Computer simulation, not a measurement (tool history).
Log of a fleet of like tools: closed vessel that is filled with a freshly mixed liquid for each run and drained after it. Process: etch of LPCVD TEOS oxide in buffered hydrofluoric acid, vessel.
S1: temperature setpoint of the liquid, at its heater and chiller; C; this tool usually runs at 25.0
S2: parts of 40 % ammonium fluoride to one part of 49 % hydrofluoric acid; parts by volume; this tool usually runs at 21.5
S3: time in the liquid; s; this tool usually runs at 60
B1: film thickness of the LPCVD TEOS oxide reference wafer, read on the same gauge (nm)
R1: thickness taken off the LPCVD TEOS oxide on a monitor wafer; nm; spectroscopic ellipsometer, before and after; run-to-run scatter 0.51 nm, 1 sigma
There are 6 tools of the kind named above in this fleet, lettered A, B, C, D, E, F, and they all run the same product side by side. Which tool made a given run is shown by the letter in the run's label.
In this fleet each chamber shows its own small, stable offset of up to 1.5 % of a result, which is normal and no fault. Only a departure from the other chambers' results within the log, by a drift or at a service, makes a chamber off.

run,day,S1,S2,S3,B1,R1
1B,0.467,25.0,21.5,60,130.05,72.692
2C,0.975,25.0,21.5,60,130.03,73.818
3A,1.558,25.0,21.5,60,130.00,73.897
4E,1.912,25.0,21.5,60,129.98,72.277
5F,2.338,25.0,21.5,60,129.97,74.029
6D,2.712,25.0,21.5,60,129.99,72.663
7D,3.296,25.0,21.5,60,130.02,73.671
8A,3.921,25.0,21.5,60,130.00,73.654
9F,4.400,25.0,21.5,60,129.99,74.513
10C,4.708,25.0,21.5,60,130.02,72.736
# day 4.975: chamber A: thermometer replaced
11E,5.288,25.0,21.5,60,129.95,72.836
12B,5.838,25.0,21.5,60,129.98,72.034
13A,6.438,25.0,21.5,60,130.01,73.525
14B,6.908,29.5,21.5,60,129.99,92.064
# day 7.250: chamber B: hydrofluoric acid flow meter replaced
15D,7.379,29.5,21.5,60,130.02,92.955
16E,7.854,29.5,21.5,60,129.98,91.396
17F,8.217,29.5,21.5,60,130.01,94.157
18C,8.588,29.5,21.5,60,130.01,92.700
19B,9.104,29.5,21.5,60,129.98,93.492
20F,9.712,25.0,21.5,60,130.00,74.380
21C,10.183,25.0,21.5,60,130.01,73.419
22D,10.704,25.0,21.5,60,129.98,72.361
# day 10.771: chamber E: hydrofluoric acid flow meter replaced
23A,11.138,25.0,21.5,60,130.02,72.478
24E,11.692,25.0,21.5,60,129.97,69.890
25F,11.979,25.0,21.5,60,129.99,73.076
26B,12.446,25.0,21.5,60,129.99,73.313
27C,12.833,25.0,21.5,60,130.00,72.485
28A,13.258,25.0,21.5,60,129.97,73.546
29D,13.762,25.0,21.5,60,129.99,72.771
# day 13.817: chamber A: hydrofluoric acid flow meter replaced
30E,14.142,23.0,19.0,60,130.03,67.277
31A,14.529,23.0,19.0,60,129.99,72.987
32B,15.067,23.0,19.0,60,130.00,72.498
# day 15.271: chamber C: hydrofluoric acid flow meter replaced
33C,15.388,23.0,19.0,60,130.00,72.349
34E,15.858,23.0,19.0,60,130.05,67.634
35F,16.212,23.0,19.0,60,129.98,73.485
36D,16.625,25.0,21.5,60,130.02,71.874
37B,16.992,28.0,16.5,60,130.00,108.630
38D,17.333,28.0,16.5,60,130.00,108.540
39C,17.658,28.0,16.5,60,130.05,109.060
40E,18.158,28.0,16.5,60,129.99,101.420
41F,18.646,28.0,16.5,60,130.01,111.090

Next, every chamber runs the same settings. What will each give?
42A,19.096,25.0,21.5,90,,?
42B,19.096,25.0,21.5,90,,?
42C,19.096,25.0,21.5,90,,?
42D,19.096,25.0,21.5,90,,?
42E,19.096,25.0,21.5,90,,?
42F,19.096,25.0,21.5,90,,?

run,R1
42A,109.540
42B,110.460
42C,109.000
42D,109.110
42E,100.620
42F,111.200
